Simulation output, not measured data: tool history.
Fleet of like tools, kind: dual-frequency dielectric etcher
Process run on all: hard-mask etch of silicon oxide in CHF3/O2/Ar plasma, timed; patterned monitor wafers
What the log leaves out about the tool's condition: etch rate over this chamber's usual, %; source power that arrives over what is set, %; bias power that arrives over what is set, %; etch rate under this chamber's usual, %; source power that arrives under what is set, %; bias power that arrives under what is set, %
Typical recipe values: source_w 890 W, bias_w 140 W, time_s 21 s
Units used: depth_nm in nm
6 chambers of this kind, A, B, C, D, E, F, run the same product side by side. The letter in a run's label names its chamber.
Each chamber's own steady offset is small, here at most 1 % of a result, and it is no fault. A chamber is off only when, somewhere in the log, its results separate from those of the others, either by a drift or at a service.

run	day	source_w	bias_w	time_s	hours since the last wet clean	hours since the last source power generator calibration	hours since the last bias power generator calibration	read-back reference wafer on the same gauge, depth_nm	depth_nm
1F	0.196	890	140	21	336.0	2553.0	1678.8	40.537	44.326
2C	0.492	890	140	21	195.5	1581.9	4784.2	40.477	44.511
3B	0.754	890	140	21	237.2	3237.9	3574.1	40.491	44.570
4E	0.946	890	140	21	441.7	1150.5	2201.3	40.503	44.537
5D	1.338	890	140	21	59.6	1158.4	4393.4	40.486	44.588
6A	1.638	890	140	21	145.1	1161.4	98.2	40.508	44.330
7C	1.917	890	140	21	229.7	1616.1	4818.4	40.496	44.560
8A	2.117	720	166	21	156.6	1172.9	109.7	40.493	43.219
9E	2.512	720	166	21	479.3	1188.1	2238.9	40.519	43.371
10D	2.800	720	166	21	94.7	1193.5	4428.5	40.500	43.120
11B	3.046	720	166	21	292.2	3292.9	3629.1	40.512	43.195
12F	3.246	720	166	21	409.2	2626.2	1752.0	40.500	43.063
13A	3.600	720	166	21	192.2	1208.5	145.3	40.516	43.375
14C	3.817	890	140	21	275.3	1661.7	4864.0	40.512	44.702
15E	4.167	890	140	21	519.0	1227.8	2278.6	40.500	44.513
16B	4.542	890	140	21	328.1	3328.8	3665.0	40.491	44.230
17D	4.762	890	140	16	141.8	1240.6	4475.6	40.511	33.801
18F	5.158	890	140	16	455.1	2672.1	1797.9	40.481	33.733
19C	5.425	890	140	16	313.9	1700.3	4902.6	40.509	33.950
# day 5.508: chamber E: wet clean of the chamber
20F	5.812	890	140	16	470.8	2687.8	1813.6	40.508	33.840
21B	6.154	890	140	16	366.8	3367.5	3703.7	40.511	33.535
22D	6.471	890	140	16	182.8	1281.6	4516.6	40.525	33.774
23E	6.829	890	140	21	31.7	1291.7	2342.5	40.516	44.374
24A	7.083	890	140	21	275.8	1292.1	228.9	40.500	44.570
25D	7.425	890	140	21	205.7	1304.5	4539.5	40.494	44.309
26F	7.596	890	140	21	513.6	2730.6	1856.4	40.510	44.344
# day 7.833: chamber D: bias power generator calibrated
27C	7.988	890	140	21	375.4	1761.8	4964.1	40.511	44.589
28B	8.204	890	140	21	416.0	3416.7	3752.9	40.495	43.802
29A	8.525	890	140	21	310.4	1326.7	263.5	40.498	44.561
30E	8.854	890	140	21	80.3	1340.3	2391.1	40.497	44.529
31E	9.096	890	140	21	86.1	1346.1	2396.9	40.472	44.556
32F	9.292	890	140	21	554.3	2771.3	1897.1	40.505	44.512
33D	9.604	720	140	25	258.0	1356.8	42.6	40.512	48.457
34B	9.821	720	140	25	454.8	3455.5	3791.7	40.537	47.694
# day 10.012: chamber F: wet clean of the chamber
35A	10.042	720	140	25	346.8	1363.1	299.9	40.525	48.744
36C	10.296	720	140	25	430.8	1817.2	5019.5	40.519	48.679
37B	10.488	720	140	25	470.8	3471.5	3807.7	40.530	47.348
38C	10.842	720	140	25	443.9	1830.3	5032.6	40.504	48.745
39F	11.208	890	171	21	28.7	2817.3	1943.1	40.501	47.325
40D	11.562	890	171	21	305.0	1403.8	89.6	40.512	47.238
41E	11.875	890	171	21	152.8	1412.8	2463.6	40.475	47.393
42A	12.217	890	171	21	399.0	1415.3	352.1	40.494	47.594
43E	12.612	890	171	21	170.5	1430.5	2481.3	40.533	47.498
44C	12.971	890	171	21	495.0	1881.4	5083.7	40.506	47.402

Which is it: a chamber that has drifted or been left off by a service, a gauge drift common to all chambers, or only each chamber's usual small offset? If a chamber is off, name it and its likeliest cause.

It is chamber B that slowly wanders off from its peers.
Cause: etch rate under this chamber's usual, % = 3.44.

Chamber B could run next with any of the 4 candidate recipes listed below; each alters the usual settings, and their results appear as question marks. Which one brings its results back in line with what the other chambers deliver on the usual settings?
To be in line, a result may differ from the other chambers' mean on the usual settings by at most: depth_nm 0.380 nm
45B-1	13.258	840	134	21					?
45B-2	13.258	1050	140	21					?
45B-3	13.258	890	156	21					?
45B-4	13.258	750	140	21					?

The other chambers' mean on the usual settings: depth_nm 44.469 nm
run	depth_nm
45B-1	41.419
45B-2	45.865
45B-3	44.405
45B-4	40.129
With 45B-3, the chamber falls back in line with the rest.

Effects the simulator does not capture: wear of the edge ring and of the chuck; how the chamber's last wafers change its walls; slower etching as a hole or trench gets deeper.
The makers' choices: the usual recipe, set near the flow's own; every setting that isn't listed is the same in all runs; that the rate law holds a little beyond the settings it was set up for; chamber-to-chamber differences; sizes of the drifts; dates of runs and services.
